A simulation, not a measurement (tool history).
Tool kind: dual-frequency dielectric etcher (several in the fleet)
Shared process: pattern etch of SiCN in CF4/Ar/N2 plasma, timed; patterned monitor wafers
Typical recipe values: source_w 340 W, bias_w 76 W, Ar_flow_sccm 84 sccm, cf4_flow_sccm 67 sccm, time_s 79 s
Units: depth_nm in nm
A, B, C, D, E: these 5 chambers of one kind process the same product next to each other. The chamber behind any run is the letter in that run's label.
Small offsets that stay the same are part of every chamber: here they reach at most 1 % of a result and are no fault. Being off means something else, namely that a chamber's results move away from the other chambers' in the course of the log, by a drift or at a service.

run   hour  source_w  bias_w  Ar_flow_sccm  cf4_flow_sccm  time_s  hours since the last wet clean  hours since the last source power generator calibration  hours since the last bias power generator calibration  hours since the last Ar flow controller change  hours since the last CF4 flow controller change  read-back reference wafer on the same gauge, depth_nm  depth_nm
 1E    6.8       340      76            84             67      79                           109.7                                                      939                                                 1567.7                                          3825.4                                           3716.8                                                 44.689      54.8
 2C     17       340      76            84             67      79                           142.8                                                     1309                                                 2172.3                                          2382.8                                             2111                                                 44.708    55.119
 3D   26.1       340      76            84             67      79                            41.8                                                   2423.7                                                  749.9                                          3158.9                                            845.6                                                 44.695    55.482
 4A   34.1       340      76            84             67      79                           388.6                                                   1548.4                                                 2088.1                                          1334.1                                           3540.6                                                 44.703    55.694
 5B   42.3       340      76            84             67      79                             468                                                     4778                                                 1092.7                                           504.1                                           1651.8                                                 44.722     55.28
      52.4  -- chamber B: wet clean of the chamber
 6A   53.6       340      76            84             61      58                           408.1                                                   1567.9                                                 2107.6                                          1353.6                                           3560.1                                                 44.704    40.284
 7B     63       340      76            84             61      58                            10.7                                                   4798.7                                                 1113.4                                           524.8                                           1672.5                                                 44.712    40.068
 8E   69.4       340      76            84             61      58                           172.3                                                   1001.6                                                 1630.3                                            3888                                           3779.4                                                 44.703    39.507
 9D   75.9       340      76            84             61      58                            91.6                                                   2473.5                                                  799.7                                          3208.7                                            895.4                                                 44.708    39.998
10C   88.3       340      76            84             61      58                           214.1                                                   1380.3                                                 2243.6                                          2454.1                                           2182.3                                                 44.719    40.171
      99.9  -- chamber C: bias power generator calibrated
11B  101.2       340      76            84             67      79                            48.9                                                   4836.9                                                 1151.6                                             563                                           1710.7                                                 44.696    55.298
12D  111.4       340      76            84             67      79                           127.1                                                     2509                                                  835.2                                          3244.2                                            930.9                                                 44.724     55.38
13C  120.7       340      76            84             67      79                           246.5                                                   1412.7                                                   20.9                                          2486.5                                           2214.7                                                 44.687    55.285
14E  131.6       340      76            84             67      79                           234.5                                                   1063.8                                                 1692.5                                          3950.2                                           3841.6                                                 44.697    54.757
15A  145.8       340      76            84             67      79                           500.3                                                   1660.1                                                 2199.8                                          1445.8                                           3652.3                                                 44.678    55.619
     149.2  -- chamber A: CF4 flow controller replaced
16C    153       340      76            84             67      79                           278.8                                                     1445                                                   53.2                                          2518.8                                             2247                                                 44.689    55.176
     156.4  -- chamber E: Ar flow controller replaced
17A  160.7       340      76            84             67      79                           515.2                                                     1675                                                 2214.7                                          1460.7                                             11.6                                                 44.705     55.76
18D  173.6       340      76            84             67      79                           189.3                                                   2571.2                                                  897.4                                          3306.4                                            993.1                                                 44.702    55.446
19B  180.8       340      76            84             67      79                           128.5                                                   4916.5                                                 1231.2                                           642.6                                           1790.3                                                 44.697    55.101
20E  189.2       340      76            84             67      79                           292.1                                                   1121.4                                                 1750.1                                            32.8                                           3899.2                                                 44.696    54.805
21C  197.4       340      76            84             67      79                           323.2                                                   1489.4                                                   97.6                                          2563.2                                           2291.4                                                 44.721    55.226
     208.1  -- chamber A: wet clean of the chamber
22E  210.6       340      76            84             67      79                           313.5                                                   1142.8                                                 1771.5                                            54.2                                           3920.6                                                 44.697    54.952
     215.3  -- chamber B: source power generator calibrated
23B  222.3       340      76            84             67      79                             170                                                      7.1                                                 1272.7                                           684.1                                           1831.8                                                  44.71    55.193
24A  233.3       340      76            84             67      79                            25.3                                                   1747.6                                                 2287.3                                          1533.3                                             84.2                                                  44.72     55.65
     239.3  -- chamber D: Ar flow controller replaced
25D  246.3       340      76            84             53      79                             262                                                   2643.9                                                  970.1                                               7                                           1065.8                                                 44.719    53.908
26B  253.8       340      76            84             53      79                           201.5                                                     38.6                                                 1304.2                                           715.6                                           1863.3                                                 44.692    53.384
27C  262.5       340      76            84             53      79                           388.3                                                   1554.5                                                  162.7                                          2628.3                                           2356.5                                                 44.704    53.587
28E  275.9       340      76            84             53      79                           378.8                                                   1208.1                                                 1836.8                                           119.5                                           3985.9                                                 44.688     52.93
29D  287.9       340      76            84             53      79                           303.6                                                   2685.5                                                 1011.7                                            48.6                                           1107.4                                                 44.707    53.675
30A  302.1       340      76            84             67      79                            94.1                                                   1816.4                                                 2356.1                                          1602.1                                              153                                                 44.716    55.576
31A    315       340      76            84             67      79                             107                                                   1829.3                                                   2369                                            1615                                            165.9                                                 44.687    55.597
32C  325.6       340      76            84             67      79                           451.4                                                   1617.6                                                  225.8                                          2691.4                                           2419.6                                                 44.688     55.44
33B  336.5       340      76            84             67      79                           284.2                                                    121.3                                                 1386.9                                           798.3                                             1946                                                 44.685    55.106
     337.6  -- chamber B: CF4 flow controller replaced
34D    346       340      76            84             67      79                           361.7                                                   2743.6                                                 1069.8                                           106.7                                           1165.5                                                 44.682    55.165
35E  353.1       340      76            84             67      79                             456                                                   1285.3                                                   1914                                           196.7                                           4063.1                                                 44.711    54.827
36B  365.7       340      76            84             52      79                           313.4                                                    150.5                                                 1416.1                                           827.5                                             28.2                                                 44.713    53.406
     370.9  -- chamber E: wet clean of the chamber
37D  377.1       340      76            84             52      79                           392.8                                                   2774.7                                                 1100.9                                           137.8                                           1196.6                                                 44.683     53.56
38E    385       340      76            84             52      79                            14.2                                                   1317.2                                                 1945.9                                           228.6                                             4095                                                 44.684    52.796
39A  398.4       340      76            84             52      79                           190.4                                                   1912.7                                                 2452.4                                          1698.4                                            249.3                                                 44.717      53.4
40C  407.9       340      76            84             52      79                           533.7                                                   1699.9                                                  308.1                                          2773.7                                           2501.9                                                 44.726    53.365
41B  420.9       340      76            84             67      79                           368.6                                                    205.7                                                 1471.3                                           882.7                                             83.4                                                 44.704    55.062
42C  431.3       340      76            67             79      79                           557.1                                                   1723.3                                                  331.5                                          2797.1                                           2525.3                                                 44.686    58.332

One chamber off, gauge drift, or nothing amiss beyond the chambers' own small offsets? If it is a chamber, which one, and what is the likeliest cause?

No chamber is off and the gauge is stable; the differences are just each chamber's small, constant offset.
